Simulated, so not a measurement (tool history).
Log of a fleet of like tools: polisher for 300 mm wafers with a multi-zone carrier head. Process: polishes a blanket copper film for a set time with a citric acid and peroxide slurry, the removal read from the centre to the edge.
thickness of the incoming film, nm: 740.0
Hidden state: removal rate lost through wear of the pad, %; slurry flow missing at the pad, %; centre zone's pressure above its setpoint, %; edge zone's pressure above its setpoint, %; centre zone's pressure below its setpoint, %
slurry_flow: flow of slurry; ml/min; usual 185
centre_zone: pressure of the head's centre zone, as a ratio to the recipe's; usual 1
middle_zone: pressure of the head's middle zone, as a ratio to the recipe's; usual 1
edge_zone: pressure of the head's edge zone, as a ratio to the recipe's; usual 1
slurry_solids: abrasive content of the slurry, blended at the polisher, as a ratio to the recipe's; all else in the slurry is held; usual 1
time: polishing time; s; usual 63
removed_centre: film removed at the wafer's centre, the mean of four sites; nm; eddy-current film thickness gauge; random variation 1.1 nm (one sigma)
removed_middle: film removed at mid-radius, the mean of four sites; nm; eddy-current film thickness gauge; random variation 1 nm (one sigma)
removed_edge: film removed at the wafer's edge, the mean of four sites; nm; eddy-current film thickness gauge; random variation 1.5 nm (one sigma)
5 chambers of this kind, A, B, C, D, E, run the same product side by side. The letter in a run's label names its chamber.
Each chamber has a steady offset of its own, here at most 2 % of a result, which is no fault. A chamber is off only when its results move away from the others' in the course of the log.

run	hour	slurry_flow	centre_zone	middle_zone	edge_zone	slurry_solids	time	wafers polished on this pad	hours since the slurry nozzle was cleaned	hours since the centre zone pressure was calibrated	hours since the edge zone pressure was calibrated	removed_centre	removed_middle	removed_edge
1E	5.8	185	1	1	1	1	63	814	233.5	340.8	601.5	140.71	141.58	139.31
2C	12.4	185	1	1	1	1	63	628	102.5	1045.7	864.4	141.29	143.7	142.68
3B	21.4	185	1	1	1	1	63	199	153.8	536.3	895.2	140.26	140.36	141.57
4A	28.2	185	1	1	1	1	63	434	159.6	117.8	672.4	139.86	140.39	139.71
5D	38.2	185	1	1	1	1	63	726	128.6	487.5	867	139.32	141.96	141.25
# hour 39.2: chamber A: worn pad replaced by a new one
# hour 42.7: chamber B: centre zone pressure recalibrated
6D	47.7	185	0.89	1	1	1	54	796	138.1	497	876.5	106.41	121.19	121.3
7E	58.9	185	0.89	1	1	1	54	1203	286.6	393.9	654.6	104.67	120.22	120.4
8C	64.8	185	0.89	1	1	1	54	1012	154.9	1098.1	916.8	105.85	121.37	120.6
9B	70.6	185	0.89	1	1	1	54	559	203	27.9	944.4	105.32	121.38	120.98
10A	81.2	185	0.89	1	1	1	54	308	212.6	170.8	725.4	106.56	122.11	120.03
11A	87.4	185	1	1	1	1	63	353	218.8	177	731.6	139.54	141.84	140.8
# hour 89: chamber B: edge zone pressure recalibrated
# hour 94.6: chamber C: centre zone pressure recalibrated
12D	97.4	185	0.89	1	1	1	81	1159	187.8	546.7	926.2	158.88	184.74	178.61
# hour 98.6: chamber C: edge zone pressure recalibrated
13B	102.2	185	0.89	1	1	1	81	790	234.6	59.5	13.3	159.03	180.78	182.38
# hour 103.8: chamber A: worn pad replaced by a new one
# hour 105.9: chamber B: worn pad replaced by a new one
# hour 108.8: chamber E: worn pad replaced by a new one
14C	110.2	185	0.89	1	1	1	81	1345	200.3	15.6	11.6	145.36	182.43	177.33
# hour 111.4: chamber E: centre zone pressure recalibrated
# hour 114.4: chamber D: worn pad replaced by a new one
15E	117.1	185	0.89	1	1	1	81	61	344.8	5.8	712.8	160.72	180.74	179.6
16C	126.2	185	0.89	1	1	1	81	1462	216.3	31.6	27.6	144.82	182.28	181
17D	135.6	185	1	1	1	1	63	155	226	584.9	964.4	141.26	140.34	139.17
# hour 144.6: chamber C: worn pad replaced by a new one
18A	145.2	185	1	1	1	1	63	303	276.6	234.8	789.4	139.96	141.76	140.55
19E	150.8	185	1	1	1	1	63	307	378.5	39.5	746.5	140.14	140.09	138.21
# hour 159.1: chamber B: slurry nozzle cleaned
20B	160.2	185	1	1	1	1	63	398	1.2	117.5	71.3	140.38	140.65	138.66
21A	168.2	185	1	1	1	1	63	471	299.6	257.8	812.4	141.11	140.11	141.43
# hour 168.5: chamber A: worn pad replaced by a new one
# hour 172.3: chamber C: slurry nozzle cleaned
22E	173.2	185	1	1	1	1	63	471	400.9	61.9	768.9	140.63	140.64	138.58
23C	179.1	185	1	1	1	1	63	252	6.8	84.5	80.5	127.27	142.78	139.97
24B	186.7	185	1	0.96	0.9	1	63	592	27.7	144	97.8	140.89	135.6	131.02
25D	197.2	185	1	0.96	0.9	1	63	606	287.6	646.5	1026	139.19	135.15	132.88
# hour 197.3: chamber A: centre zone pressure recalibrated
# hour 200: chamber B: worn pad replaced by a new one
26B	204.3	185	1	0.96	0.9	1	63	31	45.3	161.6	115.4	142.75	138.51	132.63
27A	214.9	185	1	0.96	0.9	1	63	340	346.3	17.7	859.1	140.77	134.69	135.06
28E	222.4	185	1	0.96	0.9	1	63	832	450.1	111.1	818.1	141.61	135.87	131.45
29D	228.4	185	1	1	1	1	45	835	318.8	677.7	1057.2	99.927	100.77	99.282
# hour 229.2: chamber A: worn pad replaced by a new one
30C	234.9	185	1	1	1	1	45	661	62.6	140.3	136.3	90.214	101.92	101.67
31E	245.6	185	1	1	1	1	45	1002	473.3	134.3	841.3	99.655	100.93	100.87
# hour 249.6: chamber E: edge zone pressure recalibrated
32C	253.3	185	1	1	1	1	45	796	81	158.7	154.7	90.253	101.11	99.784
33D	264.4	185	1	1	1	1	45	1099	354.8	713.7	1093.2	99.005	100.85	102.21
34A	274.6	185	1	1	1	1	63	332	406	77.4	918.8	140.13	140.83	139.49
35B	283.5	185	1	1	1	1	63	611	124.5	240.8	194.6	139.84	139.99	141.09
# hour 287.1: chamber E: worn pad replaced by a new one
36A	288.6	185	1	1	1	1	63	434	420	91.4	932.8	140.07	138.06	141.23
37E	294.4	185	1	0.89	1	1	63	54	522.1	183.1	44.9	140.3	126.82	140.19

Is one chamber off against the others, does the gauge drift, or is nothing wrong? If a chamber is off, say which, and what the likeliest cause is.

A service left chamber C off against the others.
Cause: centre zone's pressure below its setpoint, % = 8.91.

Here are 4 candidates for chamber C's next run, each the usual settings with a change, their results left as question marks. Which one brings its results back in line with what the others give on the usual settings?
In line means no further than this from the other chambers' mean on the usual settings: removed_centre 3.8 nm; removed_middle 3.7 nm; removed_edge 5.4 nm
38C-1	302.5	185	0.97	1.01	1.01	1	63					?	?	?
38C-2	302.5	180	0.92	1.03	1.02	1	63					?	?	?
38C-3	302.5	190	1.08	0.97	0.98	1	64					?	?	?
38C-4	302.5	185	1.03	0.99	0.99	1	63					?	?	?

The other chambers' mean on the usual settings: removed_centre 140.53 nm; removed_middle 140.37 nm; removed_edge 140.45 nm
run	removed_centre	removed_middle	removed_edge
38C-1	123.67	144.23	140.83
38C-2	116.17	146.24	141.08
38C-3	141.79	141.73	141.33
38C-4	132.01	141.59	139.4
38C-3 brings the chamber back in line.

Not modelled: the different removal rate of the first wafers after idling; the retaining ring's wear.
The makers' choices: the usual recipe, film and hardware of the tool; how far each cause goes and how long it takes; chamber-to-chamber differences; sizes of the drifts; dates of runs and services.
